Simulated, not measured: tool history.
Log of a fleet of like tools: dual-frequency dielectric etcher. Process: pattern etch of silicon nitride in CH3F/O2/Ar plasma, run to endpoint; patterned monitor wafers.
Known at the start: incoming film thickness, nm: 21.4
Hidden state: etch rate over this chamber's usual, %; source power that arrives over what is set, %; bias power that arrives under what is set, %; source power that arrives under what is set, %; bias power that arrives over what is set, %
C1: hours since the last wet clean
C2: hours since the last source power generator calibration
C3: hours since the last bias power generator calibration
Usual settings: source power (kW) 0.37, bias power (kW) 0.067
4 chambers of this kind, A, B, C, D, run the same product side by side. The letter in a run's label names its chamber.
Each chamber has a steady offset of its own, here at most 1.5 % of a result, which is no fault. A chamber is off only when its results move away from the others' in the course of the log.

run 1A day=0.158 | source_power_(kW)=0.37 bias_power_(kW)=0.067 | C1=491.2 C2=224.8 C3=4274.6 | endpoint_time_(s)=32.752
run 2B day=0.35 | source_power_(kW)=0.37 bias_power_(kW)=0.067 | C1=168.9 C2=1153.1 C3=374.9 | endpoint_time_(s)=33.049
run 3D day=0.475 | source_power_(kW)=0.37 bias_power_(kW)=0.067 | C1=368.6 C2=1315.2 C3=3111.3 | endpoint_time_(s)=33.075
run 4C day=0.617 | source_power_(kW)=0.37 bias_power_(kW)=0.067 | C1=185.7 C2=929.3 C3=1632.3 | endpoint_time_(s)=32.739
run 5C day=0.758 | source_power_(kW)=0.37 bias_power_(kW)=0.067 | C1=189.1 C2=932.7 C3=1635.7 | endpoint_time_(s)=32.753
run 6D day=0.962 | source_power_(kW)=0.37 bias_power_(kW)=0.067 | C1=380.3 C2=1326.9 C3=3123 | endpoint_time_(s)=33.283
run 7A day=1.058 | source_power_(kW)=0.37 bias_power_(kW)=0.076 | C1=512.8 C2=246.4 C3=4296.2 | endpoint_time_(s)=31.615
run 8B day=1.208 | source_power_(kW)=0.37 bias_power_(kW)=0.076 | C1=189.5 C2=1173.7 C3=395.5 | endpoint_time_(s)=31.374
run 9D day=1.375 | source_power_(kW)=0.37 bias_power_(kW)=0.076 | C1=390.2 C2=1336.8 C3=3132.9 | endpoint_time_(s)=31.651
run 10B day=1.525 | source_power_(kW)=0.37 bias_power_(kW)=0.076 | C1=197.1 C2=1181.3 C3=403.1 | endpoint_time_(s)=31.354
run 11A day=1.725 | source_power_(kW)=0.37 bias_power_(kW)=0.067 | C1=528.8 C2=262.4 C3=4312.2 | endpoint_time_(s)=32.907
run 12C day=1.875 | source_power_(kW)=0.31 bias_power_(kW)=0.053 | C1=215.9 C2=959.5 C3=1662.5 | endpoint_time_(s)=37.865
run 13A day=2.008 | source_power_(kW)=0.31 bias_power_(kW)=0.053 | C1=535.6 C2=269.2 C3=4319 | endpoint_time_(s)=37.83
run 14C day=2.183 | source_power_(kW)=0.31 bias_power_(kW)=0.053 | C1=223.3 C2=966.9 C3=1669.9 | endpoint_time_(s)=38.041
run 15B day=2.383 | source_power_(kW)=0.31 bias_power_(kW)=0.053 | C1=217.7 C2=1201.9 C3=423.7 | endpoint_time_(s)=38.161
run 16D day=2.5 | source_power_(kW)=0.37 bias_power_(kW)=0.067 | C1=417.2 C2=1363.8 C3=3159.9 | endpoint_time_(s)=32.996
run 17C day=2.608 | source_power_(kW)=0.37 bias_power_(kW)=0.067 | C1=233.5 C2=977.1 C3=1680.1 | endpoint_time_(s)=32.761
-- day=2.679 chamber A: wet clean of the chamber
-- day=2.725 chamber D: wet clean of the chamber
run 18B day=2.746 | source_power_(kW)=0.37 bias_power_(kW)=0.067 | C1=226.4 C2=1210.6 C3=432.4 | endpoint_time_(s)=32.922
run 19A day=2.912 | source_power_(kW)=0.37 bias_power_(kW)=0.067 | C1=5.6 C2=290.9 C3=4340.7 | endpoint_time_(s)=32.598
run 20D day=3.075 | source_power_(kW)=0.37 bias_power_(kW)=0.067 | C1=8.4 C2=1377.6 C3=3173.7 | endpoint_time_(s)=33.03
run 21B day=3.275 | source_power_(kW)=0.37 bias_power_(kW)=0.067 | C1=239.1 C2=1223.3 C3=445.1 | endpoint_time_(s)=32.829
run 22C day=3.475 | source_power_(kW)=0.37 bias_power_(kW)=0.067 | C1=254.3 C2=997.9 C3=1700.9 | endpoint_time_(s)=32.831
run 23D day=3.683 | source_power_(kW)=0.37 bias_power_(kW)=0.067 | C1=23 C2=1392.2 C3=3188.3 | endpoint_time_(s)=33.057
run 24A day=3.883 | source_power_(kW)=0.37 bias_power_(kW)=0.067 | C1=28.9 C2=314.2 C3=4364 | endpoint_time_(s)=33.03
run 25D day=4.038 | source_power_(kW)=0.37 bias_power_(kW)=0.067 | C1=31.5 C2=1400.7 C3=3196.8 | endpoint_time_(s)=32.939
run 26B day=4.162 | source_power_(kW)=0.37 bias_power_(kW)=0.067 | C1=260.4 C2=1244.6 C3=466.4 | endpoint_time_(s)=32.802
run 27A day=4.312 | source_power_(kW)=0.37 bias_power_(kW)=0.067 | C1=39.2 C2=324.5 C3=4374.3 | endpoint_time_(s)=32.936
run 28C day=4.412 | source_power_(kW)=0.37 bias_power_(kW)=0.067 | C1=276.8 C2=1020.4 C3=1723.4 | endpoint_time_(s)=32.846
run 29D day=4.546 | source_power_(kW)=0.37 bias_power_(kW)=0.067 | C1=43.7 C2=1412.9 C3=3209 | endpoint_time_(s)=32.906

All 4 chambers run these settings next. Forecast each chamber's results:
run 30A day=4.692 | source_power_(kW)=0.37 bias_power_(kW)=0.055 | endpoint_time_(s)=?
run 30B day=4.692 | source_power_(kW)=0.37 bias_power_(kW)=0.055 | endpoint_time_(s)=?
run 30C day=4.692 | source_power_(kW)=0.37 bias_power_(kW)=0.055 | endpoint_time_(s)=?
run 30D day=4.692 | source_power_(kW)=0.37 bias_power_(kW)=0.055 | endpoint_time_(s)=?

run=30A endpoint_time_(s)=35.021
run=30B endpoint_time_(s)=35.175
run=30C endpoint_time_(s)=35.006
run=30D endpoint_time_(s)=35.313
